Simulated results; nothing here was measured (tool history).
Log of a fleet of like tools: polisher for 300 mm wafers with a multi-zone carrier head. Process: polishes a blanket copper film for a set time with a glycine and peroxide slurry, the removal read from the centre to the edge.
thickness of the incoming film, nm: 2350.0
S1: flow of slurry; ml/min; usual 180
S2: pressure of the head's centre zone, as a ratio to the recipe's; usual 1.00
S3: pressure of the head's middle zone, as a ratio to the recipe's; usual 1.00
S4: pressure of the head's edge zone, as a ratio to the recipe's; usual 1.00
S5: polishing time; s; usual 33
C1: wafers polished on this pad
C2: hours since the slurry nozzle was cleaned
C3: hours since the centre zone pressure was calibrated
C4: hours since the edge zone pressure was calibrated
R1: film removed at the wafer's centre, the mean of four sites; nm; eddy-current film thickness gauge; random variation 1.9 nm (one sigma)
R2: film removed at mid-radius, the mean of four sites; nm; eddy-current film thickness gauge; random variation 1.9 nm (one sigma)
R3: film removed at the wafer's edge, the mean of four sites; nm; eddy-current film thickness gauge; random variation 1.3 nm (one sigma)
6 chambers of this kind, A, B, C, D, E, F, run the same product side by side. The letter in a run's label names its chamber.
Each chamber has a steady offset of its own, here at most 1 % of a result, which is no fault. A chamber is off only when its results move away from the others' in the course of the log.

run,day,S1,S2,S3,S4,S5,C1,C2,C3,C4,R1,R2,R3
# day 0.242: chamber D: worn pad replaced by a new one
1E,0.400,180,1.00,1.00,1.00,33,926,309.6,219.3,1002.4,131.340,129.990,131.520
# day 0.479: chamber F: worn pad replaced by a new one
# day 0.500: chamber C: worn pad replaced by a new one
2C,0.946,180,1.00,1.00,1.00,33,127,130.4,298.0,137.1,132.480,132.700,134.120
# day 1.000: chamber E: worn pad replaced by a new one
3B,1.250,180,1.00,1.00,1.00,33,559,278.2,745.5,1070.7,131.440,130.250,135.370
4D,1.812,180,1.00,1.00,1.00,33,448,243.4,643.4,179.6,131.500,134.100,133.200
# day 1.892: chamber B: centre zone pressure recalibrated
# day 2.029: chamber A: worn pad replaced by a new one
5A,2.325,180,1.00,1.00,1.00,33,85,93.7,64.6,734.2,133.520,134.110,132.350
6F,2.617,180,1.00,1.00,1.00,33,610,660.5,862.7,692.1,132.870,132.770,132.690
7B,2.883,180,1.00,1.00,1.00,33,1025,317.4,23.8,1109.9,134.480,132.610,133.050
# day 3.054: chamber F: centre zone pressure recalibrated
8A,3.238,180,1.00,1.00,1.00,33,346,115.6,86.5,756.1,131.710,132.100,130.280
# day 3.408: chamber B: worn pad replaced by a new one
# day 3.604: chamber F: edge zone pressure recalibrated
9C,3.808,180,1.00,1.00,1.00,33,945,199.1,366.7,205.8,132.910,133.230,136.180
# day 3.896: chamber C: worn pad replaced by a new one
10D,4.058,180,1.00,1.00,1.00,33,1090,297.3,697.3,233.5,134.180,131.770,133.440
# day 4.338: chamber F: worn pad replaced by a new one
# day 4.388: chamber D: slurry nozzle cleaned
11F,4.504,180,1.00,1.00,1.00,33,47,705.8,34.9,21.6,132.400,130.510,133.850
12E,4.838,180,1.00,1.00,1.00,33,1097,416.1,325.8,1108.9,130.260,129.620,129.140
# day 5.208: chamber E: worn pad replaced by a new one
13A,5.383,180,1.00,1.00,1.00,33,959,167.1,138.0,807.6,131.190,132.630,133.170
# day 5.425: chamber D: worn pad replaced by a new one
14D,5.754,180,1.00,1.00,1.00,33,94,32.9,738.0,274.2,136.000,131.860,132.600
15E,6.183,180,1.00,1.00,1.00,33,278,448.4,358.1,1141.2,132.600,128.550,131.690
16C,6.512,180,1.00,1.00,1.00,33,747,264.0,431.6,270.7,132.520,131.670,132.740
17B,6.808,180,1.00,1.00,1.00,33,972,411.6,118.0,1204.1,131.590,131.110,133.790
# day 7.083: chamber B: worn pad replaced by a new one
# day 7.117: chamber A: worn pad replaced by a new one
18F,7.204,180,1.00,1.00,1.00,33,819,770.6,99.7,86.4,137.740,132.060,132.360
# day 7.304: chamber C: worn pad replaced by a new one
19F,7.542,180,1.00,1.00,1.00,33,915,778.7,107.8,94.5,131.300,132.680,128.570
# day 7.738: chamber F: slurry nozzle cleaned
# day 7.804: chamber E: edge zone pressure recalibrated
20D,7.962,180,1.00,1.00,1.00,33,725,85.9,791.0,327.2,132.570,132.900,132.800
# day 7.983: chamber C: centre zone pressure recalibrated
# day 8.254: chamber B: slurry nozzle cleaned
21A,8.425,180,1.00,1.00,1.00,33,374,240.1,211.0,880.6,131.460,132.420,132.020
# day 8.529: chamber F: worn pad replaced by a new one
22B,8.679,230,1.00,1.00,0.93,33,456,10.2,162.9,1249.0,137.400,138.880,132.850
23C,9.021,230,1.00,1.00,0.93,33,491,324.2,24.9,330.9,138.100,134.300,132.460
# day 9.046: chamber C: edge zone pressure recalibrated
# day 9.438: chamber D: edge zone pressure recalibrated
24E,9.571,230,1.00,1.00,0.93,33,1246,529.7,439.4,42.5,133.460,138.380,132.510
# day 9.725: chamber B: edge zone pressure recalibrated
25A,9.950,230,1.00,1.00,0.93,33,810,276.7,247.6,917.2,138.140,134.530,131.610
# day 10.129: chamber E: worn pad replaced by a new one
26C,10.375,230,1.00,1.00,0.93,33,878,356.7,57.4,31.9,138.470,135.840,131.620
# day 10.621: chamber D: centre zone pressure recalibrated
27F,10.942,230,1.00,1.00,0.93,33,689,76.9,189.4,176.1,141.890,136.580,128.550
# day 11.012: chamber C: worn pad replaced by a new one
# day 11.042: chamber D: worn pad replaced by a new one
# day 11.062: chamber B: worn pad replaced by a new one
28E,11.221,180,1.00,1.00,1.00,33,312,569.3,479.0,82.1,134.150,131.610,132.970
# day 11.375: chamber A: slurry nozzle cleaned
# day 11.771: chamber F: worn pad replaced by a new one
29B,11.796,180,1.00,1.09,1.00,33,209,85.0,237.7,49.8,130.150,142.780,134.040
# day 12.083: chamber A: worn pad replaced by a new one
30D,12.346,180,1.00,1.09,1.00,33,373,191.1,41.4,69.9,128.320,146.110,131.870
31A,12.621,180,1.00,1.09,1.00,33,154,30.0,311.7,981.3,131.420,144.770,134.040
32E,12.967,180,1.00,1.09,1.00,33,811,611.2,520.9,124.0,131.090,139.610,131.830
33B,13.262,180,1.00,1.09,1.00,33,628,120.2,272.9,85.0,133.220,144.230,134.670
34C,13.533,180,1.00,1.09,1.00,33,720,432.5,133.2,107.7,133.790,144.040,134.360
35D,14.108,180,1.00,1.00,1.00,33,877,233.4,83.7,112.2,134.920,132.850,132.100
# day 14.425: chamber C: worn pad replaced by a new one
# day 14.438: chamber B: worn pad replaced by a new one
36F,14.662,180,1.00,1.00,1.00,33,826,166.2,278.7,265.4,132.910,132.450,133.090
# day 14.983: chamber E: worn pad replaced by a new one
# day 15.058: chamber F: worn pad replaced by a new one
37D,15.238,155,1.00,1.00,1.00,33,1199,260.5,110.8,139.3,128.390,127.360,125.510
38B,15.808,155,1.00,1.00,1.00,33,392,181.3,334.0,146.1,129.470,128.270,131.020
39E,16.104,155,1.00,1.00,1.00,33,321,686.5,596.2,199.3,130.370,128.120,128.230
40C,16.454,155,1.00,1.00,1.00,33,579,502.6,203.3,177.8,129.070,131.210,128.040
# day 16.692: chamber A: worn pad replaced by a new one
41F,17.025,155,1.00,1.00,1.00,33,562,222.9,335.4,322.1,128.540,128.830,129.580
42A,17.600,155,1.00,1.00,1.00,33,259,149.5,431.2,1100.8,127.450,129.510,129.490
43C,17.954,180,1.00,1.00,0.96,21,1008,538.6,239.3,213.8,84.886,82.505,81.767
44E,18.221,180,1.00,1.00,0.96,21,926,737.3,647.0,250.1,83.630,82.920,82.011

Is one chamber off against the others, does the gauge drift, or is nothing wrong? If a chamber is off, say which, and what the likeliest cause is.

No chamber stands off beyond its own small offset, and the gauge holds steady.
